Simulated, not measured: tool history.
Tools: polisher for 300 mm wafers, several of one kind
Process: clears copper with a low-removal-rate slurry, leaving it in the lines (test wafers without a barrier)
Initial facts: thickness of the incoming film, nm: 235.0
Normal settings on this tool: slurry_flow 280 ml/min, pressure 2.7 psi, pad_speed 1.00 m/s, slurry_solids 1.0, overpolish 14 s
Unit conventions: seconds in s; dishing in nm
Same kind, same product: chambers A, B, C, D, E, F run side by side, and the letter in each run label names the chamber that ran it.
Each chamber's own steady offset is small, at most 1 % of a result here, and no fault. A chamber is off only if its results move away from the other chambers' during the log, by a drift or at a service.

run   hour  slurry_flow  pressure  pad_speed  slurry_solids  overpolish  seconds  dishing
 1A    3.9          280       2.7       1.00            1.0          14   80.805   26.976
 2E    7.2          280       2.7       1.00            1.0          14   79.938   29.093
 3D    9.4          280       2.7       1.00            1.0          14   81.196   29.328
 4F   13.2          280       2.7       1.00            1.0          14   81.080   28.401
      14.0  -- chamber B: slurry blender recalibrated
 5B   16.9          280       2.7       1.00            1.0          14   79.820   29.660
 6C   20.6          280       2.7       1.00            1.0          14   79.906   27.950
 7B   24.1          280       2.7       1.00            1.0          14   79.988   28.738
 8C   26.5          280       2.7       1.00            1.0          14   80.118   28.917
 9E   29.0          280       2.7       1.00            1.0          14   80.835   28.070
10F   31.4          280       2.7       1.00            1.0          14   82.277   26.770
11D   35.8          240       2.7       1.00            1.0          14   82.759   29.454
12A   38.4          240       2.7       1.00            1.0          14   82.376   27.759
      39.8  -- chamber E: slurry blender recalibrated
13E   40.7          240       2.7       1.00            1.0          14   82.864   26.855
      40.8  -- chamber A: slurry nozzle cleaned
      44.8  -- chamber E: slurry nozzle cleaned
14C   45.3          240       2.7       1.00            1.0          14   83.140   28.361
      46.2  -- chamber B: worn pad replaced by a new one
      48.2  -- chamber C: worn pad replaced by a new one
15B   48.4          240       2.7       1.00            1.0          14   81.592   27.214
      51.0  -- chamber E: head pressure recalibrated
16D   51.0          240       2.7       1.00            1.0          14   82.601   29.010
17F   55.7          280       2.7       1.00            1.0          14   81.506   28.695
18A   60.0          280       2.7       1.00            1.0          14   81.249   28.386
19E   62.3          280       2.7       1.00            1.0          14   80.908   28.072
20B   66.6          280       2.7       1.00            1.0          14   80.427   28.203
21F   69.7          280       2.7       1.00            1.0          14   81.919   28.917
22C   73.5          280       2.7       1.00            1.0          14   80.350   27.313
23D   77.1          280       2.7       1.00            1.0          14   81.979   27.354
      80.5  -- chamber F: worn pad replaced by a new one
24A   80.5          280       2.1       1.00            1.2          14  102.530   23.040
25D   84.0          280       2.1       1.00            1.2          14  100.940   24.130
26F   86.5          280       2.1       1.00            1.2          14   99.928   23.661
27B   88.8          280       2.1       1.00            1.2          14   99.979   23.416
28A   93.6          280       2.1       1.00            1.2          14  101.410   22.964
29C   97.9          280       2.1       1.00            1.2          14  100.770   23.949
     101.2  -- chamber E: worn pad replaced by a new one
30E  102.0          280       2.7       1.00            1.0          14   81.795   28.373
     106.1  -- chamber F: slurry nozzle cleaned
31B  106.5          280       2.7       1.00            1.0          14   80.749   28.234
32A  109.3          280       2.7       1.00            1.0          14   84.257   27.437
33C  113.3          280       2.7       1.00            1.0          14   81.077   27.689
34D  116.0          280       2.7       1.00            1.0          14   80.316   29.152
35E  119.5          280       2.7       0.86            1.0          14   92.759   25.503
     120.6  -- chamber C: slurry blender recalibrated
36F  123.4          280       2.7       0.86            1.0          14   94.431   24.660
37D  126.4          280       2.7       0.86            1.0          14   93.201   24.588
38A  130.5          280       2.7       0.86            1.0          14   97.185   23.969
39C  134.0          280       2.7       0.86            1.0          14   93.691   24.154
40E  137.7          280       2.7       0.86            1.0          14   94.556   25.725
41B  141.0          280       2.7       1.00            1.0          14   81.083   28.575

What goes on in this fleet: one chamber off, a drifting gauge, or nothing beyond the chambers' own small offsets? Name the chamber and the cause, if any.

Little by little, chamber A moves away from the other chambers.
Likeliest cause: abrasive missing from the slurry, % = 25.4.
The log may not separate it from: removal rate lost through wear of the pad, %; head's pressure below its setpoint, %.

Which of the 4 candidates below, each the usual settings with something changed and its results left as question marks, puts chamber A back in line with what the other chambers give on the usual settings?
In line means no further than this from the other chambers' mean on the usual settings: seconds 2.300 s; dishing 2.400 nm
42A-1  144.5          280       2.6       0.98            1.0          14        ?        ?
42A-2  144.5          280       2.8       1.02            1.0          14        ?        ?
42A-3  144.5          280       2.6       0.94            1.0          14        ?        ?
42A-4  144.5          280       2.8       1.06            1.0          14        ?        ?

Average result of the remaining chambers running the usual settings: seconds 81.131 s; dishing 28.446 nm
  run  seconds  dishing
42A-1   90.601   25.724
42A-2   80.853   28.518
42A-3   94.448   24.791
42A-4   77.807   29.491
The answer is 42A-2, which returns the chamber to within the allowed miss of the others.

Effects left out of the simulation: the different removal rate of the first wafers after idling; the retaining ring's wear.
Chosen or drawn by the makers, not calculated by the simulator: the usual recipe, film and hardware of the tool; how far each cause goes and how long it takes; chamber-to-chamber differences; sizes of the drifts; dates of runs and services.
